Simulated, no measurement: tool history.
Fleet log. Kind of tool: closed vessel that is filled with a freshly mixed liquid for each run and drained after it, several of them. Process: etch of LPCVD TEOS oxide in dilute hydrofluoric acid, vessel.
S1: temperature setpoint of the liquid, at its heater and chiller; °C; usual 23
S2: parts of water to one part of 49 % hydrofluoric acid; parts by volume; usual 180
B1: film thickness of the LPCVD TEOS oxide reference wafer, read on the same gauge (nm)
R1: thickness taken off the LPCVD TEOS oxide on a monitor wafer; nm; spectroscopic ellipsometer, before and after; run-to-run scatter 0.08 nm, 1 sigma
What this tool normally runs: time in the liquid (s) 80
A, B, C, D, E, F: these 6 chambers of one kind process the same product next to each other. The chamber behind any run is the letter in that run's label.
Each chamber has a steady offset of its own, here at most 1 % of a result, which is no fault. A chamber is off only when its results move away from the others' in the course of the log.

run 1C hour=6.3 | S1=23 S2=180 time_in_the_liquid_(s)=80 | B1=139.97 | R1=17.081
run 2F hour=11.6 | S1=23 S2=180 time_in_the_liquid_(s)=80 | B1=140.02 | R1=17.224
run 3D hour=15.7 | S1=23 S2=180 time_in_the_liquid_(s)=80 | B1=139.99 | R1=17.314
run 4B hour=23.7 | S1=23 S2=180 time_in_the_liquid_(s)=80 | B1=140.02 | R1=17.272
run 5E hour=31.6 | S1=23 S2=180 time_in_the_liquid_(s)=80 | B1=139.95 | R1=17.337
run 6A hour=38.6 | S1=23 S2=180 time_in_the_liquid_(s)=80 | B1=140.01 | R1=17.316
run 7D hour=44.6 | S1=23 S2=180 time_in_the_liquid_(s)=80 | B1=139.98 | R1=17.251
run 8E hour=50.2 | S1=23 S2=180 time_in_the_liquid_(s)=80 | B1=139.99 | R1=17.301
run 9C hour=54 | S1=23 S2=180 time_in_the_liquid_(s)=80 | B1=139.97 | R1=17.068
run 10B hour=57.8 | S1=23 S2=180 time_in_the_liquid_(s)=80 | B1=139.99 | R1=17.168
run 11F hour=65.3 | S1=23 S2=180 time_in_the_liquid_(s)=80 | B1=140.02 | R1=17.357
run 12A hour=68.8 | S1=23 S2=180 time_in_the_liquid_(s)=80 | B1=140 | R1=17.173
run 13B hour=75.5 | S1=23 S2=180 time_in_the_liquid_(s)=80 | B1=140.01 | R1=17.165
run 14F hour=79.4 | S1=23 S2=180 time_in_the_liquid_(s)=80 | B1=140 | R1=17.268
run 15C hour=85.5 | S1=23 S2=180 time_in_the_liquid_(s)=80 | B1=140 | R1=17.084
run 16E hour=90 | S1=23 S2=180 time_in_the_liquid_(s)=80 | B1=140.01 | R1=17.29
run 17D hour=94.9 | S1=23 S2=180 time_in_the_liquid_(s)=80 | B1=139.98 | R1=17.4
run 18A hour=98.6 | S1=23 S2=180 time_in_the_liquid_(s)=80 | B1=140 | R1=17.232
run 19F hour=104.4 | S1=23 S2=180 time_in_the_liquid_(s)=80 | B1=140.04 | R1=17.405
run 20D hour=110.2 | S1=23 S2=180 time_in_the_liquid_(s)=80 | B1=140.01 | R1=17.284
run 21A hour=114.5 | S1=23 S2=180 time_in_the_liquid_(s)=80 | B1=140 | R1=17.297
run 22B hour=118.6 | S1=26 S2=180 time_in_the_liquid_(s)=45 | B1=140.01 | R1=10.845
run 23C hour=124.7 | S1=26 S2=180 time_in_the_liquid_(s)=45 | B1=140.03 | R1=10.777
run 24E hour=130 | S1=26 S2=180 time_in_the_liquid_(s)=45 | B1=139.99 | R1=10.823
run 25E hour=136.1 | S1=26 S2=180 time_in_the_liquid_(s)=45 | B1=139.97 | R1=10.815
run 26B hour=141.9 | S1=26 S2=180 time_in_the_liquid_(s)=45 | B1=140.01 | R1=10.759
run 27F hour=149.8 | S1=26 S2=180 time_in_the_liquid_(s)=45 | B1=140.01 | R1=10.931
run 28A hour=155.6 | S1=23 S2=180 time_in_the_liquid_(s)=80 | B1=140.01 | R1=17.201
run 29C hour=160.6 | S1=23 S2=180 time_in_the_liquid_(s)=80 | B1=140.01 | R1=17.489
run 30D hour=165.5 | S1=23 S2=180 time_in_the_liquid_(s)=80 | B1=140.01 | R1=17.416
run 31F hour=173.4 | S1=23 S2=180 time_in_the_liquid_(s)=80 | B1=140 | R1=17.239
-- hour=175.7 chamber B: hydrofluoric acid flow meter replaced
run 32E hour=178.8 | S1=23 S2=180 time_in_the_liquid_(s)=80 | B1=139.99 | R1=17.194
run 33B hour=183.6 | S1=23 S2=180 time_in_the_liquid_(s)=45 | B1=140 | R1=9.6466
run 34C hour=191.4 | S1=23 S2=180 time_in_the_liquid_(s)=45 | B1=140 | R1=9.8914
run 35A hour=196.3 | S1=23 S2=180 time_in_the_liquid_(s)=45 | B1=140 | R1=9.7428
run 36D hour=202.4 | S1=23 S2=180 time_in_the_liquid_(s)=45 | B1=140.02 | R1=9.7674
run 37A hour=209.8 | S1=23 S2=180 time_in_the_liquid_(s)=45 | B1=139.99 | R1=9.7021
run 38C hour=214.8 | S1=23 S2=180 time_in_the_liquid_(s)=45 | B1=140 | R1=9.9718
run 39E hour=219.1 | S1=23 S2=180 time_in_the_liquid_(s)=80 | B1=139.99 | R1=17.197
run 40F hour=226.4 | S1=23 S2=180 time_in_the_liquid_(s)=80 | B1=139.99 | R1=17.287
run 41B hour=232 | S1=23 S2=180 time_in_the_liquid_(s)=80 | B1=140.03 | R1=17.207
run 42D hour=239.3 | S1=27.5 S2=180 time_in_the_liquid_(s)=120 | B1=140.02 | R1=30.716
run 43F hour=244 | S1=27.5 S2=180 time_in_the_liquid_(s)=120 | B1=140 | R1=30.852
run 44B hour=249.6 | S1=27.5 S2=180 time_in_the_liquid_(s)=120 | B1=140.01 | R1=30.184

The same settings go to every chamber for the next run, one line per chamber below. Forecast the results for each:
run 45A hour=255.5 | S1=23 S2=180 time_in_the_liquid_(s)=80 | R1=?
run 45B hour=255.5 | S1=23 S2=180 time_in_the_liquid_(s)=80 | R1=?
run 45C hour=255.5 | S1=23 S2=180 time_in_the_liquid_(s)=80 | R1=?
run 45D hour=255.5 | S1=23 S2=180 time_in_the_liquid_(s)=80 | R1=?
run 45E hour=255.5 | S1=23 S2=180 time_in_the_liquid_(s)=80 | R1=?
run 45F hour=255.5 | S1=23 S2=180 time_in_the_liquid_(s)=80 | R1=?

run=45A R1=17.18
run=45B R1=17.043
run=45C R1=18.027
run=45D R1=17.341
run=45E R1=17.153
run=45F R1=17.312

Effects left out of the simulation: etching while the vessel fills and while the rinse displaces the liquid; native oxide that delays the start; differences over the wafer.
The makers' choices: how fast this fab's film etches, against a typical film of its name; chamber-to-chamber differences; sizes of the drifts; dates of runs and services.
